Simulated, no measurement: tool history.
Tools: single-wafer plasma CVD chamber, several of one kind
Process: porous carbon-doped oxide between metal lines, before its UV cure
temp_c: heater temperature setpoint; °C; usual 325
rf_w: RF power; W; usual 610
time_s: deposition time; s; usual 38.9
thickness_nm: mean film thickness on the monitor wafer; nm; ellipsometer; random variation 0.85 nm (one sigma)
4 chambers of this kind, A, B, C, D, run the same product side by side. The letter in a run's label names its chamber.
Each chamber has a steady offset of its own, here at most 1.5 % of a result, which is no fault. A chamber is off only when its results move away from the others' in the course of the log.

run	day	temp_c	rf_w	time_s	hours since the last thermocouple change	hours since the last RF generator calibration	read-back reference wafer on the same gauge, thickness_nm	thickness_nm
1C	0.104	325	610	38.9	1145.7	1613.2	187.05	210.07
2A	0.262	325	610	38.9	1893.8	1105.6	187.16	211.74
3B	0.454	325	610	38.9	1066.5	1651.2	187.06	207.25
4D	0.562	325	610	38.9	1791.8	486.4	186.88	207.06
5C	0.692	325	700	42.5	1159.8	1627.3	186.96	250.39
6D	0.871	325	700	42.5	1799.2	493.8	186.91	248.30
7B	1.075	325	700	42.5	1081.4	1666.1	187.05	248.39
8A	1.196	325	700	42.5	1916.2	1128.0	187.06	249.96
# day 1.262: chamber C: RF generator calibrated
9B	1.292	325	610	33.5	1086.6	1671.3	187.03	179.41
10D	1.496	325	610	33.5	1814.2	508.8	186.99	180.02
11A	1.667	325	610	33.5	1927.5	1139.3	187.17	183.91
12C	1.804	325	610	33.5	1186.5	13.0	187.05	181.36
13A	1.954	325	610	38.9	1934.4	1146.2	186.92	211.86
14B	2.146	325	610	38.9	1107.1	1691.8	186.93	205.73
15D	2.288	325	610	38.9	1833.2	527.8	187.12	208.36
16C	2.396	325	610	38.9	1200.7	27.2	187.02	210.61
17C	2.521	325	610	38.9	1203.7	30.2	187.04	209.96
18D	2.696	325	610	38.9	1843.0	537.6	186.85	208.42
19A	2.817	325	610	38.9	1955.1	1166.9	186.95	211.53
20B	2.904	325	610	38.9	1125.3	1710.0	187.02	200.50
21D	3.108	325	610	38.9	1852.9	547.5	186.90	210.48
22B	3.254	325	610	38.9	1133.7	1718.4	186.93	201.30
23A	3.425	315	610	44.2	1969.7	1181.5	187.12	252.00
24C	3.621	315	610	44.2	1230.1	56.6	187.09	250.76
25B	3.729	315	610	44.2	1145.1	1729.8	186.89	236.15
26D	3.862	315	610	44.2	1871.0	565.6	187.01	248.41
27A	3.971	325	610	38.9	1982.8	1194.6	186.98	212.95

What goes on in this fleet: one chamber off, a drifting gauge, or nothing beyond the chambers' own small offsets? Name the chamber and the cause, if any.

Chamber B drifts away from the others.
Cause: delivered RF power below the setpoint (%) = 8.3.

Here are 4 candidates for chamber B's next run, each the usual settings with a change, their results left as question marks. Which one brings its results back in line with what the others give on the usual settings?
In line means no further than this from the other chambers' mean on the usual settings: thickness_nm 3.00 nm
28B-1	4.117	325	590	37.1				?
28B-2	4.117	325	615	39.5				?
28B-3	4.117	326	595	38.9				?
28B-4	4.117	323	610	41.1				?

The other chambers' mean on the usual settings: thickness_nm 209.95 nm
run	thickness_nm
28B-1	184.72
28B-2	201.68
28B-3	193.57
28B-4	210.61
28B-4 brings the chamber back in line.
